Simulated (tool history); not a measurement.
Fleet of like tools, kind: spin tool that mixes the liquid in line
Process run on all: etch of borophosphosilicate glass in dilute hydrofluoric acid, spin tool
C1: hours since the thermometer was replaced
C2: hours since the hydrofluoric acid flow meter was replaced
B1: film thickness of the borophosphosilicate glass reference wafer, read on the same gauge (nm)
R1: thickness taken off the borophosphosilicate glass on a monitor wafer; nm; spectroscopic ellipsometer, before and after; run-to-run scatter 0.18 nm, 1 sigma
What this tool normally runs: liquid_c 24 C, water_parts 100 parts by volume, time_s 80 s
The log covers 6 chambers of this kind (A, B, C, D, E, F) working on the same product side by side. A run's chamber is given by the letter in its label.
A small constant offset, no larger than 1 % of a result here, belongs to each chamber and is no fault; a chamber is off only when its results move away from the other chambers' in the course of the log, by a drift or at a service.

run 1C hour=10.4 | liquid_c=24 water_parts=100 time_s=80 | C1=351.6 C2=1154.1 | B1=90.032 | R1=27.389
run 2D hour=20.7 | liquid_c=24 water_parts=100 time_s=80 | C1=992.9 C2=1288.6 | B1=89.976 | R1=27.433
run 3F hour=25.7 | liquid_c=24 water_parts=100 time_s=80 | C1=161.1 C2=1041.3 | B1=89.961 | R1=27.622
run 4B hour=30.6 | liquid_c=24 water_parts=100 time_s=80 | C1=634.1 C2=783.6 | B1=89.985 | R1=27.321
run 5E hour=38 | liquid_c=24 water_parts=100 time_s=80 | C1=589.8 C2=186.6 | B1=90.009 | R1=27.364
run 6A hour=47.6 | liquid_c=24 water_parts=100 time_s=80 | C1=1348.9 C2=674.7 | B1=89.98 | R1=27.069
run 7D hour=54 | liquid_c=24 water_parts=100 time_s=80 | C1=1026.2 C2=1321.9 | B1=90.012 | R1=27.323
run 8C hour=64.1 | liquid_c=24 water_parts=100 time_s=80 | C1=405.3 C2=1207.8 | B1=90.025 | R1=26.921
run 9E hour=72.5 | liquid_c=24 water_parts=100 time_s=80 | C1=624.3 C2=221.1 | B1=90.027 | R1=27.158
run 10B hour=81.1 | liquid_c=24 water_parts=100 time_s=80 | C1=684.6 C2=834.1 | B1=90.027 | R1=27.336
-- hour=83 chamber B: hydrofluoric acid flow meter replaced
-- hour=83.6 chamber A: hydrofluoric acid flow meter replaced
run 11F hour=88.9 | liquid_c=24 water_parts=135 time_s=95 | C1=224.3 C2=1104.5 | B1=89.976 | R1=23.284
-- hour=93.2 chamber D: hydrofluoric acid flow meter replaced
run 12A hour=95.3 | liquid_c=24 water_parts=135 time_s=95 | C1=1396.6 C2=11.8 | B1=89.987 | R1=22.802
run 13C hour=101.4 | liquid_c=24 water_parts=135 time_s=95 | C1=442.6 C2=1245.1 | B1=90.001 | R1=22.702
run 14A hour=108.4 | liquid_c=24 water_parts=135 time_s=95 | C1=1409.7 C2=24.9 | B1=89.99 | R1=23.173
run 15D hour=115.2 | liquid_c=24 water_parts=135 time_s=95 | C1=1087.4 C2=22.1 | B1=89.986 | R1=23.366
run 16F hour=123.6 | liquid_c=24 water_parts=135 time_s=95 | C1=259 C2=1139.2 | B1=90.011 | R1=23.179
run 17B hour=128.8 | liquid_c=24 water_parts=100 time_s=80 | C1=732.3 C2=45.8 | B1=90.026 | R1=27.095
run 18E hour=139.6 | liquid_c=24 water_parts=100 time_s=80 | C1=691.4 C2=288.2 | B1=90.009 | R1=27.16
run 19E hour=149.2 | liquid_c=24 water_parts=100 time_s=80 | C1=701 C2=297.8 | B1=90.018 | R1=27.108
run 20F hour=157.2 | liquid_c=24 water_parts=100 time_s=80 | C1=292.6 C2=1172.8 | B1=89.983 | R1=27.544
run 21C hour=167 | liquid_c=24 water_parts=100 time_s=80 | C1=508.2 C2=1310.7 | B1=89.952 | R1=27.456
run 22A hour=176.7 | liquid_c=27 water_parts=65 time_s=80 | C1=1478 C2=93.2 | B1=89.999 | R1=49.196
-- hour=178.2 chamber F: hydrofluoric acid flow meter replaced
run 23D hour=186.4 | liquid_c=27 water_parts=65 time_s=80 | C1=1158.6 C2=93.3 | B1=89.997 | R1=48.752
run 24B hour=193.2 | liquid_c=27 water_parts=65 time_s=80 | C1=796.7 C2=110.2 | B1=89.99 | R1=49.14
run 25A hour=204.1 | liquid_c=27 water_parts=65 time_s=80 | C1=1505.4 C2=120.6 | B1=89.968 | R1=49.404
run 26F hour=214.2 | liquid_c=27 water_parts=65 time_s=80 | C1=349.6 C2=36.1 | B1=89.989 | R1=49.485
run 27C hour=220.7 | liquid_c=27 water_parts=65 time_s=80 | C1=561.9 C2=1364.4 | B1=90.001 | R1=49.236
run 28D hour=231.4 | liquid_c=24 water_parts=100 time_s=80 | C1=1203.6 C2=138.3 | B1=89.995 | R1=27.139
run 29E hour=238.7 | liquid_c=24 water_parts=100 time_s=80 | C1=790.5 C2=387.3 | B1=89.967 | R1=27.237
run 30B hour=248.5 | liquid_c=24 water_parts=100 time_s=80 | C1=852 C2=165.5 | B1=90.009 | R1=27.385
run 31B hour=254.2 | liquid_c=24 water_parts=100 time_s=80 | C1=857.7 C2=171.2 | B1=89.989 | R1=27.354
run 32C hour=259 | liquid_c=24 water_parts=100 time_s=80 | C1=600.2 C2=1402.7 | B1=90.003 | R1=27.117
run 33F hour=269.8 | liquid_c=24 water_parts=100 time_s=80 | C1=405.2 C2=91.7 | B1=90.025 | R1=27.247
run 34E hour=279.1 | liquid_c=24 water_parts=100 time_s=80 | C1=830.9 C2=427.7 | B1=90.025 | R1=27.221
-- hour=287.4 chamber E: hydrofluoric acid flow meter replaced
run 35D hour=289.8 | liquid_c=24 water_parts=100 time_s=80 | C1=1262 C2=196.7 | B1=89.968 | R1=27.404
run 36A hour=301.1 | liquid_c=24 water_parts=70 time_s=120 | C1=1602.4 C2=217.6 | B1=89.986 | R1=60.23
run 37E hour=310.3 | liquid_c=24 water_parts=70 time_s=120 | C1=862.1 C2=22.9 | B1=90.035 | R1=60.401
run 38A hour=320.7 | liquid_c=24 water_parts=70 time_s=120 | C1=1622 C2=237.2 | B1=89.98 | R1=60.565

What goes on in this fleet: one chamber off, a drifting gauge, or nothing beyond the chambers' own small offsets? Name the chamber and the cause, if any.

All chambers stay in line apart from their small fixed offsets, and the gauge does not drift.
